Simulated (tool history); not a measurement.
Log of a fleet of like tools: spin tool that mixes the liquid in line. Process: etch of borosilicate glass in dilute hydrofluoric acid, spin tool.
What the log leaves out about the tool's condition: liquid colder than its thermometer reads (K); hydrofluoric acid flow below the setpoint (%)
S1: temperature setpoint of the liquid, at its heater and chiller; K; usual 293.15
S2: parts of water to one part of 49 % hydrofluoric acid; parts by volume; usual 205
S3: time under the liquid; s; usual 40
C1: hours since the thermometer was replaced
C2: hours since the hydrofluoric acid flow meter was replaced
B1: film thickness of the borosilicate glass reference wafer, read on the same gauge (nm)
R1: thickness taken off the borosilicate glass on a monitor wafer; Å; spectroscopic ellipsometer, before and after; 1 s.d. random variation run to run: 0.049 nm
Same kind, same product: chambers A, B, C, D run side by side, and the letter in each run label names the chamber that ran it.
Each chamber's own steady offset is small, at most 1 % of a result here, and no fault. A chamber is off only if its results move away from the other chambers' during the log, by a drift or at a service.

| run | day | S1 | S2 | S3 | C1 | C2 | B1 | R1 |
|---|---|---|---|---|---|---|---|---|
| 1D | 0.458 | 293.15 | 205 | 40 | 204.4 | 1186.6 | 39.970 | 82.288 |
| 2B | 0.875 | 293.15 | 205 | 40 | 1451.1 | 1071.3 | 40.004 | 82.464 |
| 3A | 1.283 | 293.15 | 205 | 40 | 1138.8 | 166.5 | 40.028 | 83.536 |
|  | 1.604 | chamber C: hydrofluoric acid flow meter replaced |
| 4C | 1.654 | 293.15 | 205 | 40 | 120.2 | 1.2 | 40.034 | 83.299 |
| 5A | 1.988 | 293.15 | 205 | 40 | 1155.7 | 183.4 | 39.990 | 83.628 |
| 6D | 2.338 | 293.15 | 205 | 40 | 249.5 | 1231.7 | 39.995 | 83.135 |
| 7B | 2.792 | 293.15 | 205 | 40 | 1497.1 | 1117.3 | 40.015 | 82.183 |
| 8C | 3.254 | 293.15 | 205 | 40 | 158.6 | 39.6 | 40.037 | 83.322 |
| 9B | 3.525 | 293.15 | 205 | 40 | 1514.7 | 1134.9 | 40.000 | 83.180 |
| 10C | 3.842 | 293.15 | 205 | 40 | 172.7 | 53.7 | 40.017 | 84.152 |
| 11A | 4.129 | 293.15 | 205 | 40 | 1207.1 | 234.8 | 40.009 | 82.444 |
| 12D | 4.492 | 293.15 | 115 | 40 | 301.2 | 1283.4 | 39.996 | 157.070 |
| 13D | 4.950 | 293.15 | 115 | 40 | 312.2 | 1294.4 | 40.007 | 158.340 |
| 14C | 5.338 | 293.15 | 115 | 40 | 208.6 | 89.6 | 40.016 | 164.830 |
| 15B | 5.746 | 293.15 | 115 | 40 | 1568.0 | 1188.2 | 40.023 | 162.220 |
| 16A | 5.954 | 293.15 | 205 | 40 | 1250.9 | 278.6 | 40.016 | 82.245 |
| 17C | 6.271 | 293.15 | 205 | 40 | 231.0 | 112.0 | 40.003 | 82.931 |
| 18B | 6.729 | 293.15 | 205 | 40 | 1591.6 | 1211.8 | 40.013 | 82.544 |
| 19A | 6.946 | 290.15 | 205 | 25 | 1274.7 | 302.4 | 40.012 | 46.125 |
| 20D | 7.300 | 290.15 | 205 | 25 | 368.6 | 1350.8 | 40.023 | 44.206 |
| 21C | 7.667 | 290.15 | 205 | 25 | 264.5 | 145.5 | 40.001 | 46.485 |
| 22A | 8.121 | 290.15 | 205 | 25 | 1302.9 | 330.6 | 39.969 | 45.876 |
| 23D | 8.521 | 293.15 | 205 | 40 | 397.9 | 1380.1 | 40.000 | 78.282 |
| 24B | 8.946 | 293.15 | 205 | 40 | 1644.8 | 1265.0 | 39.992 | 82.010 |
| 25A | 9.179 | 293.15 | 205 | 40 | 1328.3 | 356.0 | 40.040 | 82.903 |
| 26C | 9.462 | 293.15 | 205 | 40 | 307.6 | 188.6 | 39.983 | 83.386 |
|  | 9.708 | chamber B: hydrofluoric acid flow meter replaced |
| 27D | 9.788 | 293.15 | 205 | 40 | 428.3 | 1410.5 | 40.000 | 77.343 |
| 28B | 10.079 | 293.15 | 205 | 40 | 1672.0 | 9.0 | 40.006 | 82.077 |
| 29A | 10.350 | 293.15 | 205 | 40 | 1356.4 | 384.1 | 40.024 | 82.016 |
| 30B | 10.733 | 293.15 | 205 | 40 | 1687.7 | 24.7 | 40.017 | 83.058 |

Next, every chamber runs the same settings. What will each give?
| 31A | 11.071 | 293.15 | 205 | 40 |  |  |  | ? |
| 31B | 11.071 | 293.15 | 205 | 40 |  |  |  | ? |
| 31C | 11.071 | 293.15 | 205 | 40 |  |  |  | ? |
| 31D | 11.071 | 293.15 | 205 | 40 |  |  |  | ? |

| run | R1 |
|---|---|
| 31A | 82.426 |
| 31B | 82.618 |
| 31C | 83.836 |
| 31D | 75.710 |
